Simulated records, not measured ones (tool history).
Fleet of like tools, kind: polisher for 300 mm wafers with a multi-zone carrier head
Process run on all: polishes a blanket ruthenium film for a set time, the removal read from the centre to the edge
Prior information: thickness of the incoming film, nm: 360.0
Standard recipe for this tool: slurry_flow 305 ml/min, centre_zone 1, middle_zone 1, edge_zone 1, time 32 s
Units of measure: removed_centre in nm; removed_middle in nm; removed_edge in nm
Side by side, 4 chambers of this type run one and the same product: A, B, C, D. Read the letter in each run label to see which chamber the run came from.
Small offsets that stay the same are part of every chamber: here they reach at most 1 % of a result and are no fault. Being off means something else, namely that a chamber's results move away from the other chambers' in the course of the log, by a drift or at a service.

run 1A hour=4.4 | slurry_flow=305 centre_zone=1 middle_zone=1 edge_zone=1 time=32 | removed_centre=28.052 removed_middle=27.543 removed_edge=27.563
run 2B hour=9.7 | slurry_flow=305 centre_zone=1 middle_zone=1 edge_zone=1 time=32 | removed_centre=27.74 removed_middle=28.059 removed_edge=28.651
-- hour=10.8 chamber C: worn pad replaced by a new one
-- hour=16 chamber D: worn pad replaced by a new one
run 3D hour=17 | slurry_flow=305 centre_zone=1 middle_zone=1 edge_zone=1 time=32 | removed_centre=27.87 removed_middle=27.225 removed_edge=28.318
-- hour=17.6 chamber A: worn pad replaced by a new one
-- hour=18.8 chamber B: edge zone pressure recalibrated
run 4C hour=22.2 | slurry_flow=305 centre_zone=1 middle_zone=1 edge_zone=1 time=32 | removed_centre=28.042 removed_middle=27.594 removed_edge=27.942
run 5A hour=30.5 | slurry_flow=305 centre_zone=1 middle_zone=1 edge_zone=1 time=32 | removed_centre=28.416 removed_middle=28.547 removed_edge=27.626
run 6D hour=35.5 | slurry_flow=305 centre_zone=1 middle_zone=1 edge_zone=1 time=32 | removed_centre=28.159 removed_middle=27.39 removed_edge=27.957
run 7B hour=43.5 | slurry_flow=305 centre_zone=1.08 middle_zone=1 edge_zone=1 time=32 | removed_centre=30.379 removed_middle=27.345 removed_edge=28.355
-- hour=43.7 chamber D: slurry nozzle cleaned
run 8C hour=47.7 | slurry_flow=305 centre_zone=1.08 middle_zone=1 edge_zone=1 time=32 | removed_centre=29.687 removed_middle=28.352 removed_edge=28.592
run 9B hour=54.8 | slurry_flow=305 centre_zone=1.08 middle_zone=1 edge_zone=1 time=32 | removed_centre=30.735 removed_middle=27.656 removed_edge=28.389
run 10D hour=59.1 | slurry_flow=305 centre_zone=1.08 middle_zone=1 edge_zone=1 time=32 | removed_centre=30.619 removed_middle=27.983 removed_edge=27.564
-- hour=59.9 chamber B: worn pad replaced by a new one
run 11C hour=65.1 | slurry_flow=305 centre_zone=1 middle_zone=1 edge_zone=1 time=32 | removed_centre=27.75 removed_middle=27.637 removed_edge=28.43
-- hour=71 chamber C: worn pad replaced by a new one
run 12A hour=73.7 | slurry_flow=305 centre_zone=1 middle_zone=1 edge_zone=1 time=32 | removed_centre=28.848 removed_middle=28.225 removed_edge=27.798
-- hour=75.4 chamber B: slurry nozzle cleaned
-- hour=77.7 chamber D: worn pad replaced by a new one
run 13B hour=82.7 | slurry_flow=305 centre_zone=1 middle_zone=1 edge_zone=1 time=32 | removed_centre=28.534 removed_middle=28.119 removed_edge=28.161
run 14D hour=88 | slurry_flow=305 centre_zone=1 middle_zone=1 edge_zone=1 time=32 | removed_centre=28.998 removed_middle=28.41 removed_edge=27.691
run 15C hour=95 | slurry_flow=235 centre_zone=1.08 middle_zone=1 edge_zone=1 time=32 | removed_centre=29.309 removed_middle=27.028 removed_edge=26.723
run 16A hour=103.8 | slurry_flow=235 centre_zone=1.08 middle_zone=1 edge_zone=1 time=32 | removed_centre=29.912 removed_middle=26.555 removed_edge=27.179
run 17C hour=108.7 | slurry_flow=235 centre_zone=1.08 middle_zone=1 edge_zone=1 time=32 | removed_centre=29.308 removed_middle=26.708 removed_edge=27.567
run 18B hour=114.7 | slurry_flow=235 centre_zone=1.08 middle_zone=1 edge_zone=1 time=32 | removed_centre=28.976 removed_middle=26.992 removed_edge=26.938
-- hour=116.1 chamber C: slurry nozzle cleaned
-- hour=117.7 chamber A: worn pad replaced by a new one
run 19A hour=121.5 | slurry_flow=305 centre_zone=1 middle_zone=1 edge_zone=1 time=32 | removed_centre=27.551 removed_middle=27.019 removed_edge=27.401
-- hour=125.3 chamber A: centre zone pressure recalibrated
-- hour=127.9 chamber D: worn pad replaced by a new one
run 20D hour=128.6 | slurry_flow=305 centre_zone=1 middle_zone=1 edge_zone=1 time=32 | removed_centre=28.509 removed_middle=28.17 removed_edge=27.565
-- hour=128.8 chamber C: worn pad replaced by a new one
run 21B hour=135.1 | slurry_flow=305 centre_zone=1 middle_zone=1 edge_zone=1 time=32 | removed_centre=27.192 removed_middle=28.079 removed_edge=27.912
run 22A hour=139.4 | slurry_flow=305 centre_zone=1 middle_zone=1 edge_zone=1 time=32 | removed_centre=27.751 removed_middle=28.303 removed_edge=27.28
run 23C hour=146.1 | slurry_flow=305 centre_zone=1 middle_zone=1 edge_zone=1 time=32 | removed_centre=28.5 removed_middle=27.209 removed_edge=27.59
run 24D hour=150.2 | slurry_flow=305 centre_zone=1 middle_zone=1 edge_zone=1 time=32 | removed_centre=27.645 removed_middle=27.479 removed_edge=27.209
run 25B hour=154.6 | slurry_flow=305 centre_zone=1 middle_zone=1 edge_zone=1 time=32 | removed_centre=27.867 removed_middle=28.319 removed_edge=27.934
-- hour=155.3 chamber B: worn pad replaced by a new one
run 26D hour=160 | slurry_flow=305 centre_zone=1 middle_zone=1 edge_zone=1 time=32 | removed_centre=27.755 removed_middle=28.222 removed_edge=27.538
run 27A hour=165.5 | slurry_flow=305 centre_zone=1 middle_zone=1 edge_zone=1 time=32 | removed_centre=27.459 removed_middle=27.772 removed_edge=27.241
run 28C hour=172.8 | slurry_flow=305 centre_zone=1 middle_zone=1 edge_zone=1 time=32 | removed_centre=27.825 removed_middle=27.734 removed_edge=28.177
run 29D hour=179.8 | slurry_flow=305 centre_zone=1 middle_zone=1 edge_zone=1 time=32 | removed_centre=28.631 removed_middle=27.366 removed_edge=27.391
-- hour=180.6 chamber C: worn pad replaced by a new one
run 30A hour=184.6 | slurry_flow=305 centre_zone=1 middle_zone=1 edge_zone=1 time=40 | removed_centre=35.306 removed_middle=35.08 removed_edge=34.798
run 31C hour=192.7 | slurry_flow=305 centre_zone=1 middle_zone=1 edge_zone=1 time=40 | removed_centre=34.495 removed_middle=34.992 removed_edge=34.673
-- hour=195.4 chamber D: worn pad replaced by a new one
run 32B hour=199.7 | slurry_flow=305 centre_zone=1 middle_zone=1 edge_zone=1 time=40 | removed_centre=34.025 removed_middle=34.49 removed_edge=34.822
run 33B hour=205.3 | slurry_flow=305 centre_zone=1 middle_zone=1 edge_zone=1 time=40 | removed_centre=34.742 removed_middle=34.698 removed_edge=33.968
run 34C hour=214.7 | slurry_flow=305 centre_zone=1 middle_zone=1 edge_zone=1 time=32 | removed_centre=28.278 removed_middle=27.57 removed_edge=27.074
-- hour=221.1 chamber A: worn pad replaced by a new one
run 35D hour=221.2 | slurry_flow=305 centre_zone=1 middle_zone=1 edge_zone=1 time=32 | removed_centre=28.406 removed_middle=28.059 removed_edge=27.901
run 36A hour=225.6 | slurry_flow=305 centre_zone=1.05 middle_zone=1 edge_zone=1 time=32 | removed_centre=29.608 removed_middle=28.435 removed_edge=27.428
run 37C hour=233.8 | slurry_flow=305 centre_zone=1.05 middle_zone=1 edge_zone=1 time=32 | removed_centre=30.174 removed_middle=27.941 removed_edge=28.258
-- hour=234.1 chamber C: worn pad replaced by a new one
run 38A hour=243.2 | slurry_flow=305 centre_zone=1.05 middle_zone=1 edge_zone=1 time=32 | removed_centre=29.309 removed_middle=27.867 removed_edge=27.907
run 39D hour=248.7 | slurry_flow=305 centre_zone=1.05 middle_zone=1 edge_zone=1 time=32 | removed_centre=29.364 removed_middle=27.416 removed_edge=27.826
-- hour=250.3 chamber B: worn pad replaced by a new one
-- hour=253.9 chamber D: worn pad replaced by a new one
run 40B hour=257 | slurry_flow=305 centre_zone=1 middle_zone=1 edge_zone=1 time=32 | removed_centre=27.965 removed_middle=27.573 removed_edge=28.171
run 41C hour=262.9 | slurry_flow=305 centre_zone=1 middle_zone=1 edge_zone=1 time=32 | removed_centre=28.192 removed_middle=28.306 removed_edge=27.007
run 42A hour=267.8 | slurry_flow=305 centre_zone=1 middle_zone=1 edge_zone=1 time=32 | removed_centre=27.914 removed_middle=28.256 removed_edge=27.399
run 43D hour=275.6 | slurry_flow=305 centre_zone=1 middle_zone=1 edge_zone=1 time=32 | removed_centre=27.893 removed_middle=28.065 removed_edge=27.61
run 44B hour=280.5 | slurry_flow=305 centre_zone=1 middle_zone=1 edge_zone=1 time=32 | removed_centre=27.94 removed_middle=27.593 removed_edge=27.994

Next, all 4 chambers run the settings below, one line each with question marks for the results. What does each chamber give?
run 45A hour=287.2 | slurry_flow=305 centre_zone=1 middle_zone=1 edge_zone=1.07 time=32 | removed_centre=? removed_middle=? removed_edge=?
run 45B hour=287.2 | slurry_flow=305 centre_zone=1 middle_zone=1 edge_zone=1.07 time=32 | removed_centre=? removed_middle=? removed_edge=?
run 45C hour=287.2 | slurry_flow=305 centre_zone=1 middle_zone=1 edge_zone=1.07 time=32 | removed_centre=? removed_middle=? removed_edge=?
run 45D hour=287.2 | slurry_flow=305 centre_zone=1 middle_zone=1 edge_zone=1.07 time=32 | removed_centre=? removed_middle=? removed_edge=?

run=45A removed_centre=27.918 removed_middle=27.876 removed_edge=28.286
run=45B removed_centre=28.337 removed_middle=27.884 removed_edge=29.115
run=45C removed_centre=27.728 removed_middle=27.929 removed_edge=28.843
run=45D removed_centre=27.356 removed_middle=27.812 removed_edge=28.916
